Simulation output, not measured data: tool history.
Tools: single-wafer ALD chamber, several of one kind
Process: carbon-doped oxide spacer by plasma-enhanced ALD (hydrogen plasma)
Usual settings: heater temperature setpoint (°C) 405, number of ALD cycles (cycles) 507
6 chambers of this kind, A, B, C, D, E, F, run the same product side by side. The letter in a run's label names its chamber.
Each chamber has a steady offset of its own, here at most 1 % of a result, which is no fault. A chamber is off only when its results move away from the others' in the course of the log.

| run | day | heater temperature setpoint (°C) | number of ALD cycles (cycles) | hours since the last thermocouple change | read-back reference wafer on the same gauge, thickness_nm | mean film thickness on the monitor wafer (angstrom) |
|---|---|---|---|---|---|---|
| 1A | 0.371 | 405 | 507 | 668.8 | 24.516 | 251.06 |
| 2F | 0.621 | 405 | 507 | 414.7 | 24.499 | 249.94 |
| 3C | 1.021 | 405 | 507 | 2960.0 | 24.512 | 252.44 |
| 4D | 1.412 | 405 | 507 | 727.0 | 24.470 | 249.61 |
| 5B | 1.700 | 405 | 507 | 1626.7 | 24.507 | 249.56 |
| 6E | 1.967 | 405 | 507 | 885.9 | 24.498 | 247.13 |
| 7A | 2.296 | 405 | 507 | 715.0 | 24.513 | 249.60 |
| 8F | 2.608 | 394 | 559 | 462.4 | 24.501 | 283.11 |
| 9B | 2.829 | 394 | 559 | 1653.8 | 24.552 | 281.43 |
| 10E | 3.175 | 394 | 559 | 914.9 | 24.474 | 276.70 |
| 11C | 3.358 | 394 | 559 | 3016.1 | 24.460 | 281.35 |
| 12D | 3.667 | 394 | 559 | 781.1 | 24.532 | 279.01 |
| 13A | 3.967 | 394 | 559 | 755.1 | 24.508 | 281.80 |
| 14B | 4.392 | 405 | 507 | 1691.3 | 24.496 | 248.82 |
| 15C | 4.588 | 405 | 507 | 3045.6 | 24.492 | 249.96 |
| 16E | 4.962 | 398 | 585 | 957.8 | 24.509 | 290.54 |
| 17D | 5.192 | 398 | 585 | 817.7 | 24.463 | 292.11 |
| 18F | 5.592 | 398 | 585 | 534.0 | 24.474 | 294.17 |
| 19F | 5.929 | 398 | 585 | 542.1 | 24.527 | 291.06 |
| 20C | 6.217 | 398 | 585 | 3084.7 | 24.509 | 295.02 |
|  | 6.546 | chamber C: thermocouple changed; heater temperature recalibrated |
| 21B | 6.621 | 398 | 585 | 1744.8 | 24.522 | 292.02 |
| 22D | 6.854 | 405 | 507 | 857.6 | 24.484 | 249.21 |
| 23E | 7.246 | 405 | 507 | 1012.6 | 24.475 | 246.56 |
| 24A | 7.508 | 405 | 507 | 840.1 | 24.507 | 251.04 |
| 25D | 7.796 | 405 | 507 | 880.2 | 24.501 | 250.25 |
| 26E | 8.025 | 405 | 507 | 1031.3 | 24.492 | 248.70 |
| 27F | 8.358 | 405 | 507 | 600.4 | 24.502 | 248.50 |
| 28B | 8.779 | 397 | 569 | 1796.6 | 24.508 | 285.54 |
| 29C | 9.008 | 397 | 569 | 59.2 | 24.502 | 288.84 |
| 30A | 9.250 | 397 | 569 | 881.9 | 24.504 | 284.69 |
| 31E | 9.500 | 397 | 569 | 1066.7 | 24.514 | 281.76 |
| 32C | 9.792 | 397 | 569 | 78.0 | 24.467 | 285.04 |
| 33F | 10.200 | 397 | 569 | 644.6 | 24.487 | 288.65 |
| 34A | 10.442 | 405 | 408 | 910.5 | 24.506 | 199.03 |
| 35D | 10.762 | 405 | 408 | 951.4 | 24.535 | 200.86 |
| 36B | 10.967 | 405 | 408 | 1849.1 | 24.501 | 201.61 |
| 37E | 11.279 | 405 | 408 | 1109.4 | 24.504 | 198.39 |
| 38A | 11.525 | 405 | 408 | 936.5 | 24.512 | 198.82 |
| 39B | 11.846 | 405 | 408 | 1870.2 | 24.525 | 201.70 |
| 40D | 12.250 | 405 | 507 | 987.1 | 24.497 | 252.70 |
| 41C | 12.542 | 405 | 507 | 144.0 | 24.516 | 249.79 |

All 6 chambers run these settings next. Forecast each chamber's results:
| 42A | 12.842 | 405 | 421 |  |  | ? |
| 42B | 12.842 | 405 | 421 |  |  | ? |
| 42C | 12.842 | 405 | 421 |  |  | ? |
| 42D | 12.842 | 405 | 421 |  |  | ? |
| 42E | 12.842 | 405 | 421 |  |  | ? |
| 42F | 12.842 | 405 | 421 |  |  | ? |

| run | mean film thickness on the monitor wafer (angstrom) |
|---|---|
| 42A | 206.71 |
| 42B | 209.06 |
| 42C | 209.17 |
| 42D | 206.03 |
| 42E | 205.88 |
| 42F | 209.53 |
